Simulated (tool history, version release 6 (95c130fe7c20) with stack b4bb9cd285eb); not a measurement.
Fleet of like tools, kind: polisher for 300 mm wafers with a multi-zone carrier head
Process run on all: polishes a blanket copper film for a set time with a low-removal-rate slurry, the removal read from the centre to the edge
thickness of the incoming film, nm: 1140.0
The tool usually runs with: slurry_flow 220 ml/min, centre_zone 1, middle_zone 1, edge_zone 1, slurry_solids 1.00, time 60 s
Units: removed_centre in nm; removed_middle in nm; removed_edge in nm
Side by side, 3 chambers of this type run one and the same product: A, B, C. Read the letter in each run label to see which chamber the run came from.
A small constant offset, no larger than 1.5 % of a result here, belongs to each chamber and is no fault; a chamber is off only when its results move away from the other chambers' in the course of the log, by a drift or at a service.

run   hour  slurry_flow  centre_zone  middle_zone  edge_zone  slurry_solids  time  removed_centre  removed_middle  removed_edge
 1C    5.0          220            1            1          1           1.00    60          198.29          202.61        201.42
 2B    9.2          220            1            1          1           1.00    60          200.07          197.62        197.35
 3A   14.1          220            1            1          1           1.00    60          197.61          202.55        197.88
 4A   19.2          220            1            1          1           1.00    60          198.97          199.03        197.29
 5C   23.5          160            1            1          1           1.00    60          188.68          193.60        191.82
 6B   28.0          160            1            1          1           1.00    60          189.36          187.81        189.55
 7B   31.6          160            1            1          1           1.00    60          192.40          190.76        188.42
 8A   35.0          220            1            1          1           1.00    60          197.52          198.03        197.48
      36.2  -- chamber B: slurry nozzle cleaned
 9C   39.4          220            1            1          1           1.00    60          199.89          197.38        202.01
      40.7  -- chamber A: worn pad replaced by a new one
10B   42.4          220            1            1          1           1.00    60          198.58          201.60        195.83
      43.7  -- chamber C: worn pad replaced by a new one
11A   46.8          220            1            1          1           1.00    60          200.37          204.55        196.01
12C   51.9          220            1            1          1           1.00    60          198.55          201.15        201.19
13A   55.0          220            1            1          1           1.00    60          198.29          200.77        196.60
14C   58.6          220            1            1          1           1.00    60          197.63          204.70        201.84
15B   63.0          220            1            1          1           1.00    60          199.34          200.42        197.46
16B   66.0          255            1            1          1           1.00    60          206.18          204.57        197.90
17C   71.3          255            1            1          1           1.00    60          202.52          207.67        204.28
      72.5  -- chamber B: worn pad replaced by a new one
18A   76.6          255            1            1          1           1.00    60          202.22          205.56        200.68
19A   79.0          220            1            1          1           1.00    60          197.74          197.74        198.50
20B   82.1          220            1            1          1           1.00    60          199.00          198.44        197.07
      83.4  -- chamber A: centre zone pressure recalibrated
21C   87.1          220            1            1          1           1.00    60          200.31          201.75        201.77
22C   90.7          220            1            1          1           1.00    60          200.34          201.39        199.50
23A   94.1          220            1            1          1           1.00    60          184.33          198.60        195.94
24B   97.9          220            1            1          1           1.00    60          199.42          196.69        199.28
25A  103.2          220            1            1          1           1.20    60          190.65          209.96        205.93
26B  108.4          220            1            1          1           1.20    60          208.45          206.80        207.02
27C  112.3          220            1            1          1           1.20    60          208.59          209.65        209.00
28C  115.1          220            1            1          1           1.00    60          197.56          202.41        200.06
29A  118.0          220            1            1          1           1.00    60          181.56          200.36        197.44
30B  120.3          220            1            1          1           1.00    60          201.18          195.08        195.99
31C  123.7          220            1            1          1           1.00    60          197.72          201.40        199.91
32A  126.6          220            1            1          1           1.00    60          183.63          203.16        196.74
     127.2  -- chamber A: worn pad replaced by a new one
     129.2  -- chamber C: worn pad replaced by a new one
33B  129.4          220            1            1          1           1.00    60          198.00          198.57        199.98
34C  133.5          220            1            1          1           1.00    60          198.71          203.50        201.61
35A  137.0          175            1            1          1           1.15    60          181.68          196.92        200.35
36B  142.4          175            1            1          1           1.15    60          198.12          200.59        197.23
37B  144.9          175            1            1          1           1.15    60          200.50          198.03        200.10
     146.7  -- chamber C: centre zone pressure recalibrated
38C  147.6          220            1            1          1           1.00    60          198.08          200.53        201.07
39A  151.0          220            1            1          1           1.00    60          184.98          202.48        196.75

The same settings go to every chamber for the next run, one line per chamber below. Forecast the results for each:
40A  154.9          220            1            1          1           1.00    60               ?               ?             ?
40B  154.9          220            1            1          1           1.00    60               ?               ?             ?
40C  154.9          220            1            1          1           1.00    60               ?               ?             ?

run  removed_centre  removed_middle  removed_edge
40A          183.25          200.82        199.48
40B          198.76          199.01        196.42
40C          199.00          198.51        200.34
